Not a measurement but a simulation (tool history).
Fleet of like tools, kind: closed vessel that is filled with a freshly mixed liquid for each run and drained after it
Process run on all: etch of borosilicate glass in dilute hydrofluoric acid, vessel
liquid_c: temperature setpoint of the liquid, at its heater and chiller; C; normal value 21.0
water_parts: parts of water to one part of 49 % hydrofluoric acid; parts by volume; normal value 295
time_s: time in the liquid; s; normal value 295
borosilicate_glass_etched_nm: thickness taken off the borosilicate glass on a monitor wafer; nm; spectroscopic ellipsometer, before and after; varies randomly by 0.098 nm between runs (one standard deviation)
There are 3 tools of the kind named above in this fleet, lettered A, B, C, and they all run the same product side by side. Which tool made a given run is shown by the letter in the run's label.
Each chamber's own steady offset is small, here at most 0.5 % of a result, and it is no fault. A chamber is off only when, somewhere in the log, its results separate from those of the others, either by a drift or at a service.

run,hour,liquid_c,water_parts,time_s,"read-back film thickness of the borosilicate glass reference wafer, read on the same gauge (nm)",borosilicate_glass_etched_nm
1B,15.0,21.0,295,295,30.013,14.3160
2A,30.3,21.0,295,295,29.992,14.2450
3C,43.3,21.0,295,295,30.061,14.4180
4C,52.6,21.0,295,295,29.974,14.6440
5A,65.4,21.0,295,295,29.971,14.4960
6B,78.7,25.5,370,295,29.992,12.5170
7C,94.1,25.5,370,295,29.971,12.6270
8A,105.8,25.5,370,295,30.032,12.6000
9B,121.5,21.0,295,295,29.998,14.6120
10C,132.4,21.0,295,295,29.982,14.4000
11B,147.8,17.0,390,295,29.988,8.7197
12A,156.8,17.0,390,295,30.039,8.6122
13C,165.4,17.0,390,295,29.969,8.7536
14A,172.8,21.0,295,295,29.976,14.5230
15B,187.7,21.0,295,295,29.995,14.3740
16B,197.0,21.0,295,295,29.993,14.3300
17C,212.6,21.0,295,295,30.045,14.4820
18A,227.1,21.0,295,295,30.009,14.6380
19A,234.5,21.0,295,295,30.022,14.7870
20B,246.0,21.0,295,295,29.979,14.4800
21C,255.5,21.0,295,295,30.005,14.4820
22A,266.9,21.0,295,295,30.007,15.1500
23B,281.4,21.0,295,295,29.985,14.3230
24C,293.7,21.0,295,295,30.057,14.5110
25C,301.5,21.0,295,295,30.003,14.5000
26A,312.2,21.0,295,295,29.992,15.1120
27B,321.7,21.0,295,295,29.984,14.3160
28C,330.5,21.0,295,295,30.012,14.4970
29A,338.3,21.0,295,295,29.955,15.2880
30B,351.7,21.0,295,295,30.038,14.4470
31B,359.9,21.0,295,295,30.010,14.5380
32A,374.8,24.5,295,295,29.978,17.2920
33C,387.9,24.5,295,295,30.024,16.4050
34C,399.0,24.5,295,295,29.973,16.3400
35B,410.2,21.0,295,295,29.995,14.4370

All 3 chambers run these settings next. Forecast each chamber's results:
36A,421.5,21.0,250,295,,?
36B,421.5,21.0,250,295,,?
36C,421.5,21.0,250,295,,?

run,borosilicate_glass_etched_nm
36A,19.2320
36B,17.9650
36C,18.1180
